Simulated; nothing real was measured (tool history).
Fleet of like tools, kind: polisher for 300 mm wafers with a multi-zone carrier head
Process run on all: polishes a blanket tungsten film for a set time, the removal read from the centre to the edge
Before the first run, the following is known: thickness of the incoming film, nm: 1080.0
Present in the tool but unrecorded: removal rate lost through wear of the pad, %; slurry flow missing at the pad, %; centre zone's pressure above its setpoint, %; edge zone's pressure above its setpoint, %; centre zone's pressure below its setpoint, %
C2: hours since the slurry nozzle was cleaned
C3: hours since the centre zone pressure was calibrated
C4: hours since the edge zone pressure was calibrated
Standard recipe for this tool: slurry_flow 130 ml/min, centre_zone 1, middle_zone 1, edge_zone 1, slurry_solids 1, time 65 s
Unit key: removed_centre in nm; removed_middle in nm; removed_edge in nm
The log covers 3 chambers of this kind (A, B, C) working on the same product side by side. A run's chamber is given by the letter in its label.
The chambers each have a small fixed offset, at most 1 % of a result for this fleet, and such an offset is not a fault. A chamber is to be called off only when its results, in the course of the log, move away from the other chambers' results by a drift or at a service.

{"run": "1B", "hour": 14.9, "slurry_flow": 130, "centre_zone": 1, "middle_zone": 1, "edge_zone": 1, "slurry_solids": 1, "time": 65, "wafers polished on this pad": 346, "C2": 132.9, "C3": 686.4, "C4": 709.4, "removed_centre": 359.67, "removed_middle": 352.75, "removed_edge": 362.66}
{"run": "2A", "hour": 21.6, "slurry_flow": 130, "centre_zone": 1, "middle_zone": 1, "edge_zone": 1, "slurry_solids": 1, "time": 65, "wafers polished on this pad": 340, "C2": 394.3, "C3": 497, "C4": 898, "removed_centre": 363.09, "removed_middle": 368.37, "removed_edge": 362.27}
{"hour": 26.9, "done": "chamber A: slurry nozzle cleaned"}
{"run": "3C", "hour": 35.3, "slurry_flow": 130, "centre_zone": 1, "middle_zone": 1, "edge_zone": 1, "slurry_solids": 1, "time": 65, "wafers polished on this pad": 1342, "C2": 597.6, "C3": 241.8, "C4": 272, "removed_centre": 358.45, "removed_middle": 361.77, "removed_edge": 358.12}
{"hour": 42.5, "done": "chamber C: worn pad replaced by a new one"}
{"run": "4B", "hour": 44.8, "slurry_flow": 130, "centre_zone": 1, "middle_zone": 1, "edge_zone": 1, "slurry_solids": 1, "time": 65, "wafers polished on this pad": 663, "C2": 162.8, "C3": 716.3, "C4": 739.3, "removed_centre": 359.77, "removed_middle": 365.39, "removed_edge": 363.89}
{"run": "5A", "hour": 51.5, "slurry_flow": 100, "centre_zone": 1, "middle_zone": 1, "edge_zone": 1, "slurry_solids": 1, "time": 43, "wafers polished on this pad": 658, "C2": 24.6, "C3": 526.9, "C4": 927.9, "removed_centre": 220.89, "removed_middle": 220.91, "removed_edge": 229.62}
{"run": "6C", "hour": 62.4, "slurry_flow": 100, "centre_zone": 1, "middle_zone": 1, "edge_zone": 1, "slurry_solids": 1, "time": 43, "wafers polished on this pad": 211, "C2": 624.7, "C3": 268.9, "C4": 299.1, "removed_centre": 220.6, "removed_middle": 221.78, "removed_edge": 227.79}
{"run": "7B", "hour": 69.1, "slurry_flow": 100, "centre_zone": 1, "middle_zone": 1, "edge_zone": 1, "slurry_solids": 1, "time": 43, "wafers polished on this pad": 921, "C2": 187.1, "C3": 740.6, "C4": 763.6, "removed_centre": 221.4, "removed_middle": 223.61, "removed_edge": 228.38}
{"run": "8A", "hour": 76.4, "slurry_flow": 130, "centre_zone": 1, "middle_zone": 1, "edge_zone": 1, "slurry_solids": 1, "time": 48, "wafers polished on this pad": 922, "C2": 49.5, "C3": 551.8, "C4": 952.8, "removed_centre": 267.7, "removed_middle": 267.39, "removed_edge": 268.44}
{"hour": 76.9, "done": "chamber A: worn pad replaced by a new one"}
{"run": "9C", "hour": 85.6, "slurry_flow": 130, "centre_zone": 1, "middle_zone": 1, "edge_zone": 1, "slurry_solids": 1, "time": 48, "wafers polished on this pad": 457, "C2": 647.9, "C3": 292.1, "C4": 322.3, "removed_centre": 268.11, "removed_middle": 263.42, "removed_edge": 268.02}
{"run": "10B", "hour": 94.4, "slurry_flow": 130, "centre_zone": 1, "middle_zone": 1, "edge_zone": 1, "slurry_solids": 1, "time": 48, "wafers polished on this pad": 1189, "C2": 212.4, "C3": 765.9, "C4": 788.9, "removed_centre": 264.98, "removed_middle": 268.73, "removed_edge": 266.95}
{"hour": 103.4, "done": "chamber B: worn pad replaced by a new one"}
{"run": "11C", "hour": 105.3, "slurry_flow": 130, "centre_zone": 1, "middle_zone": 1, "edge_zone": 1, "slurry_solids": 1, "time": 65, "wafers polished on this pad": 666, "C2": 667.6, "C3": 311.8, "C4": 342, "removed_centre": 360.16, "removed_middle": 359.05, "removed_edge": 367.16}
{"hour": 108.0, "done": "chamber C: edge zone pressure recalibrated"}
{"run": "12A", "hour": 113.2, "slurry_flow": 130, "centre_zone": 1, "middle_zone": 1, "edge_zone": 1, "slurry_solids": 1, "time": 65, "wafers polished on this pad": 385, "C2": 86.3, "C3": 588.6, "C4": 989.6, "removed_centre": 360.06, "removed_middle": 359.94, "removed_edge": 361.44}
{"hour": 114.8, "done": "chamber C: centre zone pressure recalibrated"}
{"run": "13B", "hour": 123.7, "slurry_flow": 130, "centre_zone": 1, "middle_zone": 1, "edge_zone": 1, "slurry_solids": 1, "time": 65, "wafers polished on this pad": 216, "C2": 241.7, "C3": 795.2, "C4": 818.2, "removed_centre": 363.46, "removed_middle": 348.77, "removed_edge": 357.46}
{"hour": 127.8, "done": "chamber A: edge zone pressure recalibrated"}
{"run": "14A", "hour": 136.9, "slurry_flow": 130, "centre_zone": 1, "middle_zone": 1, "edge_zone": 1, "slurry_solids": 1, "time": 65, "wafers polished on this pad": 636, "C2": 110, "C3": 612.3, "C4": 9.2, "removed_centre": 359.08, "removed_middle": 358.24, "removed_edge": 365.76}
{"run": "15C", "hour": 145.9, "slurry_flow": 130, "centre_zone": 1, "middle_zone": 1, "edge_zone": 1, "slurry_solids": 1, "time": 65, "wafers polished on this pad": 1096, "C2": 708.2, "C3": 31.2, "C4": 37.9, "removed_centre": 362.27, "removed_middle": 360.75, "removed_edge": 364.63}
{"hour": 155.5, "done": "chamber A: worn pad replaced by a new one"}
{"run": "16C", "hour": 157.0, "slurry_flow": 130, "centre_zone": 1, "middle_zone": 0.91, "edge_zone": 1, "slurry_solids": 0.85, "time": 65, "wafers polished on this pad": 1214, "C2": 719.3, "C3": 42.3, "C4": 49, "removed_centre": 346.04, "removed_middle": 314.6, "removed_edge": 348.26}
{"hour": 162.4, "done": "chamber C: worn pad replaced by a new one"}
{"run": "17B", "hour": 165.8, "slurry_flow": 130, "centre_zone": 1, "middle_zone": 0.91, "edge_zone": 1, "slurry_solids": 0.85, "time": 65, "wafers polished on this pad": 662, "C2": 283.8, "C3": 837.3, "C4": 860.3, "removed_centre": 351.13, "removed_middle": 313.21, "removed_edge": 346.12}
{"run": "18A", "hour": 172.8, "slurry_flow": 130, "centre_zone": 1, "middle_zone": 0.91, "edge_zone": 1, "slurry_solids": 0.85, "time": 65, "wafers polished on this pad": 184, "C2": 145.9, "C3": 648.2, "C4": 45.1, "removed_centre": 347.06, "removed_middle": 311.4, "removed_edge": 348.8}
{"run": "19B", "hour": 182.7, "slurry_flow": 130, "centre_zone": 1, "middle_zone": 1, "edge_zone": 1, "slurry_solids": 1, "time": 65, "wafers polished on this pad": 842, "C2": 300.7, "C3": 854.2, "C4": 877.2, "removed_centre": 358.86, "removed_middle": 363.22, "removed_edge": 362.71}
{"run": "20A", "hour": 195.7, "slurry_flow": 130, "centre_zone": 1, "middle_zone": 1, "edge_zone": 1, "slurry_solids": 1, "time": 65, "wafers polished on this pad": 427, "C2": 168.8, "C3": 671.1, "C4": 68, "removed_centre": 361.81, "removed_middle": 356.98, "removed_edge": 363.29}
{"run": "21C", "hour": 204.3, "slurry_flow": 130, "centre_zone": 1, "middle_zone": 1, "edge_zone": 1, "slurry_solids": 1, "time": 65, "wafers polished on this pad": 445, "C2": 766.6, "C3": 89.6, "C4": 96.3, "removed_centre": 359.56, "removed_middle": 357.79, "removed_edge": 362.53}
{"hour": 204.4, "done": "chamber B: slurry nozzle cleaned"}
{"hour": 217.0, "done": "chamber B: edge zone pressure recalibrated"}
{"run": "22C", "hour": 219.1, "slurry_flow": 130, "centre_zone": 1, "middle_zone": 1, "edge_zone": 1, "slurry_solids": 1, "time": 65, "wafers polished on this pad": 602, "C2": 781.4, "C3": 104.4, "C4": 111.1, "removed_centre": 362.08, "removed_middle": 358.54, "removed_edge": 360.43}
{"hour": 222.5, "done": "chamber B: worn pad replaced by a new one"}
{"run": "23A", "hour": 229.4, "slurry_flow": 130, "centre_zone": 1, "middle_zone": 1, "edge_zone": 1, "slurry_solids": 1, "time": 65, "wafers polished on this pad": 784, "C2": 202.5, "C3": 704.8, "C4": 101.7, "removed_centre": 357.12, "removed_middle": 357.94, "removed_edge": 363.56}
{"run": "24B", "hour": 238.3, "slurry_flow": 130, "centre_zone": 1, "middle_zone": 1, "edge_zone": 1, "slurry_solids": 1, "time": 65, "wafers polished on this pad": 168, "C2": 34, "C3": 909.8, "C4": 21.3, "removed_centre": 363, "removed_middle": 371.07, "removed_edge": 358.24}
{"hour": 243.4, "done": "chamber A: worn pad replaced by a new one"}
{"run": "25C", "hour": 245.0, "slurry_flow": 130, "centre_zone": 1, "middle_zone": 1, "edge_zone": 1, "slurry_solids": 1, "time": 65, "wafers polished on this pad": 877, "C2": 807.3, "C3": 130.3, "C4": 137, "removed_centre": 360.59, "removed_middle": 362.31, "removed_edge": 361.81}
{"hour": 253.1, "done": "chamber C: slurry nozzle cleaned"}
{"hour": 255.7, "done": "chamber B: centre zone pressure recalibrated"}
{"run": "26B", "hour": 256.7, "slurry_flow": 130, "centre_zone": 1, "middle_zone": 1, "edge_zone": 1, "slurry_solids": 1, "time": 65, "wafers polished on this pad": 363, "C2": 52.4, "C3": 1, "C4": 39.7, "removed_centre": 334.76, "removed_middle": 361.13, "removed_edge": 359.41}
{"run": "27A", "hour": 268.9, "slurry_flow": 130, "centre_zone": 1, "middle_zone": 1, "edge_zone": 1, "slurry_solids": 1, "time": 65, "wafers polished on this pad": 271, "C2": 242, "C3": 744.3, "C4": 141.2, "removed_centre": 365.26, "removed_middle": 363.04, "removed_edge": 363.55}
{"run": "28B", "hour": 282.1, "slurry_flow": 130, "centre_zone": 1, "middle_zone": 1, "edge_zone": 1, "slurry_solids": 1, "time": 65, "wafers polished on this pad": 633, "C2": 77.8, "C3": 26.4, "C4": 65.1, "removed_centre": 336.34, "removed_middle": 362.33, "removed_edge": 362.56}
{"hour": 290.6, "done": "chamber C: worn pad replaced by a new one"}
{"run": "29A", "hour": 293.6, "slurry_flow": 130, "centre_zone": 0.89, "middle_zone": 1, "edge_zone": 1, "slurry_solids": 1, "time": 65, "wafers polished on this pad": 533, "C2": 266.7, "C3": 769, "C4": 165.9, "removed_centre": 313.85, "removed_middle": 353.92, "removed_edge": 362.22}
{"run": "30C", "hour": 306.1, "slurry_flow": 130, "centre_zone": 0.89, "middle_zone": 1, "edge_zone": 1, "slurry_solids": 1, "time": 65, "wafers polished on this pad": 164, "C2": 53.1, "C3": 191.4, "C4": 198.1, "removed_centre": 317.58, "removed_middle": 361.49, "removed_edge": 362.26}
{"run": "31C", "hour": 320.4, "slurry_flow": 130, "centre_zone": 0.89, "middle_zone": 1, "edge_zone": 1, "slurry_solids": 1, "time": 65, "wafers polished on this pad": 316, "C2": 67.4, "C3": 205.7, "C4": 212.4, "removed_centre": 316.68, "removed_middle": 369.32, "removed_edge": 364.11}
{"run": "32B", "hour": 328.1, "slurry_flow": 130, "centre_zone": 1, "middle_zone": 1, "edge_zone": 1, "slurry_solids": 1, "time": 65, "wafers polished on this pad": 1121, "C2": 123.8, "C3": 72.4, "C4": 111.1, "removed_centre": 339.01, "removed_middle": 364.86, "removed_edge": 360.78}
{"hour": 330.6, "done": "chamber A: worn pad replaced by a new one"}
{"run": "33A", "hour": 337.3, "slurry_flow": 130, "centre_zone": 1, "middle_zone": 1, "edge_zone": 1, "slurry_solids": 1, "time": 65, "wafers polished on this pad": 71, "C2": 310.4, "C3": 812.7, "C4": 209.6, "removed_centre": 359.88, "removed_middle": 364.56, "removed_edge": 363.81}
{"run": "34A", "hour": 344.7, "slurry_flow": 130, "centre_zone": 1, "middle_zone": 1, "edge_zone": 1, "slurry_solids": 1, "time": 65, "wafers polished on this pad": 150, "C2": 317.8, "C3": 820.1, "C4": 217, "removed_centre": 362.41, "removed_middle": 356.65, "removed_edge": 361.3}
{"run": "35C", "hour": 357.3, "slurry_flow": 130, "centre_zone": 1, "middle_zone": 1, "edge_zone": 1, "slurry_solids": 1, "time": 65, "wafers polished on this pad": 707, "C2": 104.3, "C3": 242.6, "C4": 249.3, "removed_centre": 362.07, "removed_middle": 360.11, "removed_edge": 363.26}
{"run": "36B", "hour": 369.3, "slurry_flow": 130, "centre_zone": 1, "middle_zone": 1, "edge_zone": 1, "slurry_solids": 1, "time": 65, "wafers polished on this pad": 1558, "C2": 165, "C3": 113.6, "C4": 152.3, "removed_centre": 336.16, "removed_middle": 358.54, "removed_edge": 365.53}
{"hour": 374.7, "done": "chamber B: worn pad replaced by a new one"}
{"run": "37C", "hour": 376.2, "slurry_flow": 130, "centre_zone": 1, "middle_zone": 1, "edge_zone": 1, "slurry_solids": 1, "time": 65, "wafers polished on this pad": 908, "C2": 123.2, "C3": 261.5, "C4": 268.2, "removed_centre": 361.41, "removed_middle": 360.61, "removed_edge": 367.1}
{"run": "38A", "hour": 387.8, "slurry_flow": 130, "centre_zone": 1, "middle_zone": 1, "edge_zone": 1, "slurry_solids": 1, "time": 65, "wafers polished on this pad": 607, "C2": 360.9, "C3": 863.2, "C4": 260.1, "removed_centre": 360.43, "removed_middle": 357.18, "removed_edge": 357.98}
{"run": "39B", "hour": 394.8, "slurry_flow": 130, "centre_zone": 1, "middle_zone": 0.95, "edge_zone": 0.95, "slurry_solids": 1, "time": 65, "wafers polished on this pad": 213, "C2": 190.5, "C3": 139.1, "C4": 177.8, "removed_centre": 339.43, "removed_middle": 338.29, "removed_edge": 352.21}
{"run": "40B", "hour": 406.1, "slurry_flow": 130, "centre_zone": 1, "middle_zone": 0.95, "edge_zone": 0.95, "slurry_solids": 1, "time": 65, "wafers polished on this pad": 333, "C2": 201.8, "C3": 150.4, "C4": 189.1, "removed_centre": 339.72, "removed_middle": 347.54, "removed_edge": 355.34}

Decide between three cases: one chamber stands off from its peers, the gauge reading all wafers drifts, or nothing is wrong past each chamber's small offset. Where a chamber is off, say which and what most likely put it there.

Chamber B came out of a service off from its peers and stayed that way.
Cause: centre zone's pressure below its setpoint, % = 6.47.

Chamber B could run next with any of the 4 candidate recipes listed below; each alters the usual settings, and their results appear as question marks. Which one brings its results back in line with what the other chambers deliver on the usual settings?
Counts as in line when no further than this from what the other chambers average on the usual settings: removed_centre 8.4 nm; removed_middle 16 nm; removed_edge 10 nm
{"run": "41B-1", "hour": 416.8, "slurry_flow": 125, "centre_zone": 0.95, "middle_zone": 1.02, "edge_zone": 1.01, "slurry_solids": 1, "time": 65, "removed_centre": "?", "removed_middle": "?", "removed_edge": "?"}
{"run": "41B-2", "hour": 416.8, "slurry_flow": 135, "centre_zone": 1.05, "middle_zone": 0.99, "edge_zone": 0.99, "slurry_solids": 1, "time": 66, "removed_centre": "?", "removed_middle": "?", "removed_edge": "?"}
{"run": "41B-3", "hour": 416.8, "slurry_flow": 135, "centre_zone": 1.1, "middle_zone": 0.97, "edge_zone": 0.97, "slurry_solids": 1, "time": 67, "removed_centre": "?", "removed_middle": "?", "removed_edge": "?"}
{"run": "41B-4", "hour": 416.8, "slurry_flow": 125, "centre_zone": 0.91, "middle_zone": 1.03, "edge_zone": 1.03, "slurry_solids": 1, "time": 64, "removed_centre": "?", "removed_middle": "?", "removed_edge": "?"}

Average result of the remaining chambers running the usual settings: removed_centre 360.47 nm; removed_middle 361.31 nm; removed_edge 363.27 nm
run=41B-1 removed_centre=314.8 removed_middle=362.03 removed_edge=357.67
run=41B-2 removed_centre=364.32 removed_middle=363.65 removed_edge=363.8
run=41B-3 removed_centre=389.39 removed_middle=362.34 removed_edge=365.51
run=41B-4 removed_centre=295.28 removed_middle=359.7 removed_edge=355.79
It is 41B-2 that realigns the chamber with its peers.
